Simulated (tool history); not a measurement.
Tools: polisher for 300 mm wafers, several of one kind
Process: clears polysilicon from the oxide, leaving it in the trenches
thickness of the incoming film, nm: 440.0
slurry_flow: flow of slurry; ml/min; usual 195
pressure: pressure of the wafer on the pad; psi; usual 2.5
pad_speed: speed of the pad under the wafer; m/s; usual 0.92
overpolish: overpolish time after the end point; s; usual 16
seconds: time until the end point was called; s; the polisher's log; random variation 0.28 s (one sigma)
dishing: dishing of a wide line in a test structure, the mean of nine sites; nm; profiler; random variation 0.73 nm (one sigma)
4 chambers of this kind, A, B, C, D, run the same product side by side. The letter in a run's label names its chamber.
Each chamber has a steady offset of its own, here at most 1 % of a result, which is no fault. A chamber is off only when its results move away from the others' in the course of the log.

run   hour  slurry_flow  pressure  pad_speed  overpolish  wafers polished on this pad  hours since the slurry nozzle was cleaned  hours since the head pressure was calibrated  seconds  dishing
 1C    6.7          195       2.5       0.92          16                          672                                       21.3                                         915.0   31.211   44.279
       8.1  -- chamber D: worn pad replaced by a new one
 2B   13.4          195       2.5       0.92          16                          561                                      209.7                                         789.5   31.162   42.595
 3A   24.6          195       2.5       0.92          16                          493                                      199.7                                         120.5   30.991   43.466
      31.1  -- chamber C: worn pad replaced by a new one
      33.4  -- chamber A: slurry nozzle cleaned
 4D   35.8          195       2.5       0.92          16                          388                                      199.9                                        1160.8   30.435   42.747
      41.8  -- chamber B: worn pad replaced by a new one
 5C   45.1          195       2.5       0.92          16                          196                                       59.7                                         953.4   31.052   43.907
 6B   60.5          195       2.5       0.92          16                          262                                      256.8                                         836.6   30.712   44.778
      64.9  -- chamber C: head pressure recalibrated
      72.8  -- chamber A: worn pad replaced by a new one
 7A   73.3          195       2.5       0.92          16                            7                                       40.0                                         169.2   31.076   42.865
      83.4  -- chamber D: worn pad replaced by a new one
 8D   84.8          195       2.5       0.92          16                           20                                      248.9                                        1209.8   30.049   43.316
      88.5  -- chamber C: worn pad replaced by a new one
      95.2  -- chamber D: slurry nozzle cleaned
 9B   97.9          195       2.5       0.92          16                          786                                      294.2                                         874.0   30.803   42.477
     100.0  -- chamber B: worn pad replaced by a new one
10A  112.9          195       2.5       0.92          16                          562                                       79.6                                         208.8   31.112   43.793
11C  123.0          195       2.5       0.92          16                          484                                      137.6                                          58.2   31.254   44.202
     135.7  -- chamber B: head pressure recalibrated
12D  138.3          195       2.5       0.92          16                          770                                       43.2                                        1263.3   31.373   43.550
13D  145.4          195       2.5       0.92          16                          869                                       50.3                                        1270.4   30.495   43.979
     147.5  -- chamber D: worn pad replaced by a new one
     152.0  -- chamber A: worn pad replaced by a new one
     152.3  -- chamber C: worn pad replaced by a new one
14A  159.7          195       2.5       0.92          16                          107                                      126.4                                         255.6   31.219   43.802
     173.1  -- chamber B: worn pad replaced by a new one
15C  174.1          195       2.5       0.92          16                          306                                      188.7                                         109.3   31.290   43.949
     181.0  -- chamber D: head pressure recalibrated
16B  186.0          195       2.5       0.92          16                          181                                      382.3                                          50.4   30.688   44.980
17A  194.4          195       2.5       0.92          12                          594                                      161.1                                         290.3   31.184   43.628
     199.5  -- chamber A: head pressure recalibrated
18B  204.8          195       2.5       0.92          12                          444                                      401.1                                          69.2   30.522   44.314
     212.5  -- chamber C: worn pad replaced by a new one
19C  216.9          195       2.5       0.92          12                           61                                      231.5                                         152.1   31.271   42.971
     218.8  -- chamber D: worn pad replaced by a new one
     220.6  -- chamber A: worn pad replaced by a new one
20D  227.5          195       2.5       0.92          12                          122                                      132.4                                          46.5   30.599   44.759
     232.1  -- chamber B: worn pad replaced by a new one
     237.3  -- chamber A: slurry nozzle cleaned
21D  239.8          195       2.5       0.92          16                          294                                      144.7                                          58.8   30.342   44.421
22C  250.2          195       3.2       0.92          16                          528                                      264.8                                         185.4   24.470   44.199
23A  263.6          195       3.2       0.92          16                          602                                       26.3                                          64.2   24.162   42.278
24B  275.5          195       3.2       0.92          16                          608                                      471.8                                         139.9   24.308   43.604
25B  284.8          195       3.2       0.92          16                          738                                      481.1                                         149.2   24.223   43.871
     288.9  -- chamber C: worn pad replaced by a new one
     289.9  -- chamber D: worn pad replaced by a new one
     296.4  -- chamber B: worn pad replaced by a new one
26D  296.5          195       2.5       0.92          16                           92                                      201.4                                         115.5   30.578   45.042
     298.1  -- chamber A: worn pad replaced by a new one
27A  303.8          195       2.5       0.92          16                           81                                       66.5                                         104.4   30.842   42.263
28C  315.5          195       2.5       0.66          11                          373                                      330.1                                         250.7   43.585   39.117
29D  328.9          195       2.5       0.66          11                          546                                      233.8                                         147.9   42.623   39.383
30B  336.9          195       2.5       0.66          11                          568                                      533.2                                         201.3   42.649   40.282

What goes on in this fleet: one chamber off, a drifting gauge, or nothing beyond the chambers' own small offsets? Name the chamber and the cause, if any.

No chamber stands off beyond its own small offset, and the gauge holds steady.
